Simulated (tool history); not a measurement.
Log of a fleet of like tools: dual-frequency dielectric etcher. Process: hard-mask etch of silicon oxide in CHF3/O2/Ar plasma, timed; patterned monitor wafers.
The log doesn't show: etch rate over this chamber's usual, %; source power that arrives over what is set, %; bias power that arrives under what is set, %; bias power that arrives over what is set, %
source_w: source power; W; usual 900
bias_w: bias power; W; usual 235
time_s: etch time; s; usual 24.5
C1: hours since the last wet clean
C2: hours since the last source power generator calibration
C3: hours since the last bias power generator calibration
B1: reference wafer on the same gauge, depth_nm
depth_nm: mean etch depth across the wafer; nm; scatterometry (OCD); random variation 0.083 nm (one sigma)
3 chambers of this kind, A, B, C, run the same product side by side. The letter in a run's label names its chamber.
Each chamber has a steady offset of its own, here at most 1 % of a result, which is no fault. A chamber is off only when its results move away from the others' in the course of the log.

Run 1B, hour 9.3: usual settings; C1 110.2; C2 3394.3; C3 3207.4; B1 65.519. Result: depth_nm 61.625 nm.
At hour 17.6: chamber C: wet clean of the chamber.
Run 2A, hour 21: usual settings; C1 488.6; C2 1713.5; C3 1325.2; B1 65.487. Result: depth_nm 61.878 nm.
Run 3C, hour 33.9: usual settings; C1 16.3; C2 3217.8; C3 1424.2; B1 65.45. Result: depth_nm 61.7 nm.
Run 4A, hour 46.3: usual settings; C1 513.9; C2 1738.8; C3 1350.5; B1 65.452. Result: depth_nm 61.934 nm.
Run 5C, hour 54.7: usual settings; C1 37.1; C2 3238.6; C3 1445; B1 65.456. Result: depth_nm 61.548 nm.
Run 6B, hour 65.4: usual settings but bias_w 292 W, time_s 29.5 s; C1 166.3; C2 3450.4; C3 3263.5; B1 65.439. Result: depth_nm 80.031 nm.
Run 7C, hour 72.3: usual settings but bias_w 292 W, time_s 29.5 s; C1 54.7; C2 3256.2; C3 1462.6; B1 65.446. Result: depth_nm 79.706 nm.
At hour 79.5: chamber C: source power generator calibrated.
Run 8B, hour 83.2: usual settings but bias_w 292 W, time_s 29.5 s; C1 184.1; C2 3468.2; C3 3281.3; B1 65.428. Result: depth_nm 80.262 nm.
Run 9A, hour 95.8: usual settings; C1 563.4; C2 1788.3; C3 1400; B1 65.413. Result: depth_nm 61.844 nm.
Run 10B, hour 103.7: usual settings; C1 204.6; C2 3488.7; C3 3301.8; B1 65.411. Result: depth_nm 61.636 nm.
Run 11A, hour 115.5: usual settings; C1 583.1; C2 1808; C3 1419.7; B1 65.4. Result: depth_nm 61.918 nm.
Run 12C, hour 123.2: usual settings; C1 105.6; C2 43.7; C3 1513.5; B1 65.39. Result: depth_nm 61.64 nm.
Run 13C, hour 137.6: usual settings; C1 120; C2 58.1; C3 1527.9; B1 65.378. Result: depth_nm 61.477 nm.
Run 14A, hour 150.3: usual settings; C1 617.9; C2 1842.8; C3 1454.5; B1 65.376. Result: depth_nm 61.78 nm.
Run 15B, hour 157.7: usual settings; C1 258.6; C2 3542.7; C3 3355.8; B1 65.336. Result: depth_nm 61.48 nm.
Run 16C, hour 169.9: usual settings; C1 152.3; C2 90.4; C3 1560.2; B1 65.343. Result: depth_nm 61.366 nm.
At hour 172.6: chamber A: wet clean of the chamber.
Run 17A, hour 179.4: usual settings; C1 6.8; C2 1871.9; C3 1483.6; B1 65.319. Result: depth_nm 61.568 nm.
Run 18B, hour 192.5: usual settings but source_w 1110 W; C1 293.4; C2 3577.5; C3 3390.6; B1 65.353. Result: depth_nm 66.612 nm.
Run 19B, hour 202.8: usual settings but source_w 1110 W; C1 303.7; C2 3587.8; C3 3400.9; B1 65.317. Result: depth_nm 66.456 nm.
Run 20A, hour 215.1: usual settings but source_w 1110 W; C1 42.5; C2 1907.6; C3 1519.3; B1 65.299. Result: depth_nm 66.864 nm.
Run 21C, hour 229.2: usual settings but source_w 1000 W; C1 211.6; C2 149.7; C3 1619.5; B1 65.303. Result: depth_nm 63.997 nm.
Run 22B, hour 238.2: usual settings but source_w 1000 W; C1 339.1; C2 3623.2; C3 3436.3; B1 65.284. Result: depth_nm 63.912 nm.
Run 23A, hour 245.7: usual settings but source_w 1000 W; C1 73.1; C2 1938.2; C3 1549.9; B1 65.288. Result: depth_nm 64.114 nm.
Run 24C, hour 257: usual settings; C1 239.4; C2 177.5; C3 1647.3; B1 65.267. Result: depth_nm 61.259 nm.
Run 25C, hour 268.9: usual settings; C1 251.3; C2 189.4; C3 1659.2; B1 65.236. Result: depth_nm 61.271 nm.
Run 26B, hour 276.9: usual settings; C1 377.8; C2 3661.9; C3 3475; B1 65.276. Result: depth_nm 61.525 nm.
Run 27A, hour 289.5: usual settings; C1 116.9; C2 1982; C3 1593.7; B1 65.247. Result: depth_nm 61.599 nm.
Run 28C, hour 299.2: usual settings but bias_w 198 W, time_s 28 s; C1 281.6; C2 219.7; C3 1689.5; B1 65.228. Result: depth_nm 65.89 nm.
Run 29B, hour 309.1: usual settings but bias_w 198 W, time_s 28 s; C1 410; C2 3694.1; C3 3507.2; B1 65.235. Result: depth_nm 66.185 nm.
Run 30A, hour 324.4: usual settings but bias_w 198 W, time_s 28 s; C1 151.8; C2 2016.9; C3 1628.6; B1 65.207. Result: depth_nm 66.292 nm.
Run 31C, hour 336.3: usual settings but source_w 990 W; C1 318.7; C2 256.8; C3 1726.6; B1 65.202. Result: depth_nm 63.485 nm.
Run 32B, hour 350.2: usual settings but source_w 990 W; C1 451.1; C2 3735.2; C3 3548.3; B1 65.166. Result: depth_nm 63.679 nm.
Run 33A, hour 359.1: usual settings but source_w 990 W; C1 186.5; C2 2051.6; C3 1663.3; B1 65.171. Result: depth_nm 63.906 nm.
Run 34A, hour 367.9: usual settings but bias_w 217 W, time_s 17.5 s; C1 195.3; C2 2060.4; C3 1672.1; B1 65.155. Result: depth_nm 42.805 nm.
Run 35B, hour 376: usual settings but bias_w 217 W, time_s 17.5 s; C1 476.9; C2 3761; C3 3574.1; B1 65.19. Result: depth_nm 42.69 nm.
Run 36C, hour 387.3: usual settings but bias_w 217 W, time_s 17.5 s; C1 369.7; C2 307.8; C3 1777.6; B1 65.166. Result: depth_nm 42.455 nm.
Run 37C, hour 400.8: usual settings; C1 383.2; C2 321.3; C3 1791.1; B1 65.121. Result: depth_nm 61.091 nm.

What goes on in this fleet: one chamber off, a drifting gauge, or nothing beyond the chambers' own small offsets? Name the chamber and the cause, if any.

The gauge drifts, so all chambers seem to drift together. No chamber is off.
Cause: gauge reads low (%) = 0.553.
